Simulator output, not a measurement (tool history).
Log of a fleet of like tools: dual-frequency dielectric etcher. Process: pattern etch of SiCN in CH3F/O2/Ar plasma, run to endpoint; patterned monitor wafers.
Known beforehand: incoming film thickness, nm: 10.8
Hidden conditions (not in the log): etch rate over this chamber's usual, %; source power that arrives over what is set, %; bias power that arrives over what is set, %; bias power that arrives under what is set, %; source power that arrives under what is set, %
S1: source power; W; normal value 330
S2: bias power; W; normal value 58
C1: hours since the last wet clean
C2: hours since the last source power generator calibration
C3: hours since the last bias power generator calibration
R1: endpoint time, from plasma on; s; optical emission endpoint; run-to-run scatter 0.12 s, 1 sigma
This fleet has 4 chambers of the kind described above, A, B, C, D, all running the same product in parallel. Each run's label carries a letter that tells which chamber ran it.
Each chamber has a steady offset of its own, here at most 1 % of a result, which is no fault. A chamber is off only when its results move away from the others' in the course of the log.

run 1B hour=3.3 | S1=330 S2=58 | C1=294.3 C2=1380.3 C3=2819.4 | R1=33.620
run 2D hour=5.3 | S1=330 S2=58 | C1=205.7 C2=3212.8 C3=3734.9 | R1=33.733
run 3A hour=7.8 | S1=330 S2=58 | C1=267.1 C2=262.4 C3=1082.6 | R1=33.138
run 4C hour=9.9 | S1=330 S2=58 | C1=398.1 C2=2626.7 C3=416.3 | R1=33.223
run 5B hour=12.8 | S1=330 S2=45 | C1=303.8 C2=1389.8 C3=2828.9 | R1=36.571
run 6D hour=17.0 | S1=330 S2=45 | C1=217.4 C2=3224.5 C3=3746.6 | R1=36.608
run 7A hour=19.2 | S1=330 S2=45 | C1=278.5 C2=273.8 C3=1094.0 | R1=36.105
run 8C hour=21.6 | S1=330 S2=45 | C1=409.8 C2=2638.4 C3=428.0 | R1=36.247
run 9B hour=24.4 | S1=330 S2=58 | C1=315.4 C2=1401.4 C3=2840.5 | R1=33.600
run 10C hour=27.3 | S1=390 S2=47 | C1=415.5 C2=2644.1 C3=433.7 | R1=33.413
run 11D hour=29.3 | S1=390 S2=47 | C1=229.7 C2=3236.8 C3=3758.9 | R1=33.818
run 12A hour=33.3 | S1=390 S2=47 | C1=292.6 C2=287.9 C3=1108.1 | R1=33.359
run 13B hour=37.2 | S1=390 S2=47 | C1=328.2 C2=1414.2 C3=2853.3 | R1=33.600
run 14D hour=41.7 | S1=330 S2=58 | C1=242.1 C2=3249.2 C3=3771.3 | R1=33.596
run 15C hour=44.2 | S1=330 S2=58 | C1=432.4 C2=2661.0 C3=450.6 | R1=33.395
run 16A hour=47.3 | S1=330 S2=58 | C1=306.6 C2=301.9 C3=1122.1 | R1=33.256
run 17C hour=49.8 | S1=330 S2=58 | C1=438.0 C2=2666.6 C3=456.2 | R1=33.203
run 18B hour=54.2 | S1=330 S2=58 | C1=345.2 C2=1431.2 C3=2870.3 | R1=33.571
run 19A hour=56.8 | S1=330 S2=58 | C1=316.1 C2=311.4 C3=1131.6 | R1=33.109
run 20D hour=58.9 | S1=330 S2=58 | C1=259.3 C2=3266.4 C3=3788.5 | R1=33.535
-- hour=59.6 chamber C: wet clean of the chamber
run 21B hour=62.3 | S1=330 S2=58 | C1=353.3 C2=1439.3 C3=2878.4 | R1=33.533
run 22D hour=64.6 | S1=380 S2=58 | C1=265.0 C2=3272.1 C3=3794.2 | R1=31.762
run 23C hour=68.5 | S1=380 S2=58 | C1=9.0 C2=2685.3 C3=474.9 | R1=31.541
run 24A hour=71.7 | S1=380 S2=58 | C1=331.0 C2=326.3 C3=1146.5 | R1=31.388

Is one chamber out of step, is the gauge drifting, or do the chambers differ by no more than their own small offsets? For an off chamber, give its letter and the likeliest cause.

No chamber stands off beyond its own small offset, and the gauge holds steady.
